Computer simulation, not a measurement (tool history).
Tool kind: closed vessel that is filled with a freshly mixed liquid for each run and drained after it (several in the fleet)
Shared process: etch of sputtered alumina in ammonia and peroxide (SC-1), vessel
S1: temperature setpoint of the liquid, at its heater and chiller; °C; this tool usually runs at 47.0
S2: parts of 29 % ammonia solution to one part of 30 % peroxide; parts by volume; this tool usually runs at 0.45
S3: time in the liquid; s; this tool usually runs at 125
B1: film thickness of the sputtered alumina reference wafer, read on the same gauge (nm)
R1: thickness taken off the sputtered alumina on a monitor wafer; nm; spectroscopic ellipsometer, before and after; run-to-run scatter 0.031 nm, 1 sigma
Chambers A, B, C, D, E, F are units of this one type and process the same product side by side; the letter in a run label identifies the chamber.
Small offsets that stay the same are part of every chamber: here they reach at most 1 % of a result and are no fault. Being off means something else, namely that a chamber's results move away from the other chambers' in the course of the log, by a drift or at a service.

| run | hour | S1 | S2 | S3 | B1 | R1 |
|---|---|---|---|---|---|---|
| 1A | 8.2 | 47.0 | 0.45 | 125 | 30.003 | 4.8248 |
|  | 13.6 | chamber C: new drum of ammonia solution connected |
| 2E | 17.9 | 47.0 | 0.45 | 125 | 29.988 | 4.8826 |
| 3B | 28.8 | 47.0 | 0.45 | 125 | 29.981 | 4.8628 |
| 4D | 37.0 | 47.0 | 0.45 | 125 | 30.018 | 4.8101 |
| 5C | 44.4 | 47.0 | 0.45 | 125 | 30.019 | 4.8412 |
| 6F | 55.5 | 47.0 | 0.45 | 125 | 30.004 | 4.8318 |
| 7E | 61.3 | 47.0 | 0.45 | 125 | 30.002 | 4.8685 |
|  | 64.1 | chamber D: new drum of ammonia solution connected |
| 8B | 69.1 | 47.0 | 0.45 | 125 | 29.998 | 4.8122 |
| 9F | 76.1 | 47.0 | 0.45 | 125 | 29.997 | 4.8814 |
| 10C | 87.4 | 47.0 | 0.45 | 125 | 30.042 | 4.9181 |
| 11A | 94.9 | 47.0 | 0.45 | 125 | 30.009 | 4.7957 |
| 12D | 103.8 | 47.0 | 0.45 | 125 | 29.980 | 4.8627 |
| 13D | 110.9 | 47.0 | 0.45 | 125 | 29.973 | 4.7586 |
|  | 115.4 | chamber A: new drum of ammonia solution connected |
| 14A | 118.7 | 47.0 | 0.45 | 125 | 29.998 | 4.7990 |
| 15B | 124.8 | 47.0 | 0.45 | 125 | 29.988 | 4.9157 |
| 16C | 135.3 | 47.0 | 0.45 | 125 | 29.988 | 4.8548 |
| 17F | 143.9 | 47.0 | 0.45 | 125 | 29.996 | 4.8366 |
| 18E | 153.6 | 47.0 | 0.45 | 125 | 29.998 | 4.8195 |
| 19C | 159.7 | 47.0 | 0.45 | 125 | 29.953 | 4.8753 |
| 20F | 168.7 | 47.0 | 0.45 | 75 | 30.008 | 2.9141 |
| 21A | 176.2 | 47.0 | 0.45 | 75 | 30.019 | 2.9123 |
| 22D | 182.6 | 47.0 | 0.45 | 75 | 29.985 | 2.8785 |
| 23B | 190.1 | 47.0 | 0.45 | 75 | 30.025 | 2.9236 |
| 24E | 196.7 | 47.0 | 0.45 | 75 | 30.005 | 2.9088 |
|  | 203.1 | chamber C: thermometer replaced |
| 25E | 203.8 | 47.0 | 0.45 | 75 | 29.995 | 2.9207 |
| 26A | 210.1 | 47.0 | 0.45 | 125 | 30.013 | 4.8024 |
| 27C | 217.0 | 47.0 | 0.45 | 125 | 29.989 | 4.9113 |
| 28F | 223.3 | 42.0 | 0.45 | 125 | 29.984 | 3.6315 |
| 29D | 230.2 | 42.0 | 0.45 | 125 | 30.008 | 3.6308 |
| 30B | 238.8 | 42.0 | 0.45 | 125 | 30.001 | 3.6250 |
|  | 241.8 | chamber E: ammonia flow meter replaced |
| 31F | 246.0 | 42.0 | 0.45 | 125 | 29.984 | 3.6203 |
| 32E | 256.7 | 42.0 | 0.45 | 125 | 30.002 | 3.6563 |
| 33B | 265.8 | 42.0 | 0.45 | 125 | 29.989 | 3.6574 |
| 34C | 274.0 | 47.0 | 0.45 | 125 | 29.986 | 4.9080 |
| 35D | 282.0 | 47.0 | 0.45 | 125 | 29.994 | 4.8191 |
| 36A | 288.2 | 47.0 | 0.45 | 125 | 29.998 | 4.8351 |
| 37D | 293.5 | 47.0 | 0.45 | 125 | 30.008 | 4.8432 |
| 38C | 302.6 | 47.0 | 0.45 | 125 | 29.984 | 4.9198 |
|  | 307.2 | chamber B: new drum of ammonia solution connected |
| 39A | 313.4 | 56.5 | 0.45 | 125 | 29.977 | 8.1361 |
| 40B | 321.5 | 56.5 | 0.45 | 125 | 30.011 | 8.1782 |
| 41F | 332.1 | 56.5 | 0.45 | 125 | 30.009 | 8.1709 |
| 42E | 338.7 | 56.5 | 0.45 | 125 | 30.018 | 8.1890 |

All 6 chambers run these settings next. Forecast each chamber's results:
| 43A | 347.2 | 47.0 | 0.45 | 125 |  | ? |
| 43B | 347.2 | 47.0 | 0.45 | 125 |  | ? |
| 43C | 347.2 | 47.0 | 0.45 | 125 |  | ? |
| 43D | 347.2 | 47.0 | 0.45 | 125 |  | ? |
| 43E | 347.2 | 47.0 | 0.45 | 125 |  | ? |
| 43F | 347.2 | 47.0 | 0.45 | 125 |  | ? |

| run | R1 |
|---|---|
| 43A | 4.8332 |
| 43B | 4.8500 |
| 43C | 4.8446 |
| 43D | 4.8958 |
| 43E | 4.9119 |
| 43F | 4.8110 |
